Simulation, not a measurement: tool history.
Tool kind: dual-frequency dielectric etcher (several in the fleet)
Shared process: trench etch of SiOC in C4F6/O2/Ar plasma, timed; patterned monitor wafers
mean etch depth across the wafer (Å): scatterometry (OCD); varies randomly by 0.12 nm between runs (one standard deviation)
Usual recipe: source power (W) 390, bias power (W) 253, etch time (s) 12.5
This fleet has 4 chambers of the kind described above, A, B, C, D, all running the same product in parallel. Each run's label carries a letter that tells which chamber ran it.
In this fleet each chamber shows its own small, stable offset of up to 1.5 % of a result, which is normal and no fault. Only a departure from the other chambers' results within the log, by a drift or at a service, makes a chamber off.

run    day  source power (W)  bias power (W)  etch time (s)  read-back reference wafer on the same gauge, depth_nm  mean etch depth across the wafer (Å)
 1C  0.275               390             253           12.5                                                 28.606                                289.98
 2D  0.533               390             253           12.5                                                 28.597                                283.79
 3A  0.767               390             253           12.5                                                 28.618                                285.29
 4B  0.938               390             253           12.5                                                 28.623                                289.42
 5A  1.167               390             253           12.5                                                 28.600                                281.62
 6D  1.412               390             253           12.5                                                 28.595                                286.02
 7B  1.575               390             253           12.5                                                 28.588                                287.63
 8C  1.858               390             253           15.5                                                 28.602                                356.95
 9A  2.125               390             253           15.5                                                 28.612                                352.55
10B  2.429               390             253           15.5                                                 28.576                                357.08
11D  2.600               390             253           15.5                                                 28.600                                354.34
12C  2.767               390             253           12.5                                                 28.607                                291.09
13D  3.083               390             253           12.5                                                 28.575                                285.25
14C  3.392               490             253           12.5                                                 28.601                                316.63
15B  3.696               490             253           12.5                                                 28.602                                314.62
16A  3.942               490             253           12.5                                                 28.575                                310.77
17C  4.179               490             253           12.5                                                 28.606                                314.53
18A  4.500               390             253           12.5                                                 28.587                                283.15
     4.533  -- chamber A: wet clean of the chamber
19D  4.708               390             253           12.5                                                 28.596                                287.14
20B  4.912               390             253           11.0                                                 28.617                                252.84
21A  5.246               390             253           11.0                                                 28.595                                248.09
22D  5.550               390             253           11.0                                                 28.610                                252.13
23B  5.721               390             253           11.0                                                 28.587                                253.66
     5.725  -- chamber B: wet clean of the chamber
24C  6.017               390             253           12.5                                                 28.629                                290.44
25B  6.312               390             253           12.5                                                 28.623                                287.62
26D  6.496               390             253           12.5                                                 28.605                                287.00
27A  6.842               390             253           12.5                                                 28.646                                283.93
28C  7.179               390             253           12.5                                                 28.632                                290.59

Is one chamber off against the others, does the gauge drift, or is nothing wrong? If a chamber is off, say which, and what the likeliest cause is.

All chambers stay in line apart from their small fixed offsets, and the gauge does not drift.
